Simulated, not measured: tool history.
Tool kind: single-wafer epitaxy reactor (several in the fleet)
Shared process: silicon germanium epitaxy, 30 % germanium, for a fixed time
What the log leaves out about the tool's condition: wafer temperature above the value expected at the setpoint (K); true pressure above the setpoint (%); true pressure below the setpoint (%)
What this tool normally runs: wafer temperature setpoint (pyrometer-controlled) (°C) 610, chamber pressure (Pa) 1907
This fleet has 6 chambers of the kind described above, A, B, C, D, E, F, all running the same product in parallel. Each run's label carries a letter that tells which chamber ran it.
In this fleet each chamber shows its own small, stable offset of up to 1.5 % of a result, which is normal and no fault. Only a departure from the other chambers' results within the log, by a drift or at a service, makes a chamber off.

run	hour	wafer temperature setpoint (pyrometer-controlled) (°C)	chamber pressure (Pa)	hours since the last pyrometer calibration	hours since the last manometer calibration	read-back reference wafer on the same gauge, thickness_nm	mean film thickness on the monitor wafer (angstrom)
1D	5.1	610	1907	412.2	1242.5	70.079	615.82
2A	12.1	610	1907	484.4	1919.3	70.090	617.50
3F	16.0	610	1907	584.8	856.0	70.056	621.07
4E	22.7	610	1907	2876.6	437.5	70.034	611.97
5C	26.9	610	1907	1469.5	223.2	70.076	617.81
6B	31.9	610	1907	370.2	131.1	70.011	610.05
7C	39.1	610	1907	1481.7	235.4	70.005	617.30
8F	45.2	610	1907	614.0	885.2	70.001	621.74
9E	48.9	610	1907	2902.8	463.7	70.019	610.93
10A	56.5	610	1907	528.8	1963.7	69.964	616.39
11B	60.8	610	1907	399.1	160.0	69.988	610.17
12D	67.9	610	1907	475.0	1305.3	69.977	613.99
13E	73.5	610	1907	2927.4	488.3	69.966	610.99
14C	77.0	610	1907	1519.6	273.3	69.948	616.42
15F	83.0	610	1907	651.8	923.0	69.946	618.01
16A	86.9	623	1573	559.2	1994.1	69.935	718.94
17D	92.4	623	1573	499.5	1329.8	69.910	714.29
18B	96.8	623	1573	435.1	196.0	69.905	709.31
19F	102.2	623	1573	671.0	942.2	69.897	719.37
20A	106.5	623	1573	578.8	2013.7	69.856	716.85
21B	110.1	623	1573	448.4	209.3	69.892	706.25
22D	115.4	610	1907	522.5	1352.8	69.863	613.87
# hour 120.0: chamber C: pyrometer calibrated
23E	122.8	610	1907	2976.7	537.6	69.847	610.63
24C	129.0	610	1907	9.0	325.3	69.808	615.08
# hour 135.0: chamber E: pyrometer calibrated
25D	136.8	610	1907	543.9	1374.2	69.826	613.17
26B	142.3	610	1907	480.6	241.5	69.833	606.91
27A	146.5	610	1907	618.8	2053.7	69.803	614.98
28C	150.3	610	1907	30.3	346.6	69.801	617.44
29E	155.1	610	1907	20.2	569.9	69.757	610.18
30F	160.1	610	1907	728.9	1000.1	69.806	618.74
31C	163.5	610	1907	43.5	359.8	69.799	615.05
32F	169.2	610	1907	738.0	1009.2	69.752	618.12
33E	175.7	602	2080	40.8	590.5	69.741	544.34
34D	180.5	602	2080	587.6	1417.9	69.760	548.90
35A	184.9	602	2080	657.2	2092.1	69.717	549.48
36B	191.9	602	2080	530.2	291.1	69.694	544.72
37C	197.9	602	2080	77.9	394.2	69.709	552.57
38F	201.8	602	2080	770.6	1041.8	69.700	553.24
39E	207.9	610	1907	73.0	622.7	69.706	608.61
40B	213.2	610	1907	551.5	312.4	69.681	604.99
41D	217.7	610	1907	624.8	1455.1	69.678	612.85
42A	221.1	610	1907	693.4	2128.3	69.682	614.05

The same settings go to every chamber for the next run, one line per chamber below. Forecast the results for each:
43A	226.8	610	1907				?
43B	226.8	610	1907				?
43C	226.8	610	1907				?
43D	226.8	610	1907				?
43E	226.8	610	1907				?
43F	226.8	610	1907				?

run	mean film thickness on the monitor wafer (angstrom)
43A	612.23
43B	605.86
43C	613.03
43D	609.29
43E	606.87
43F	616.33
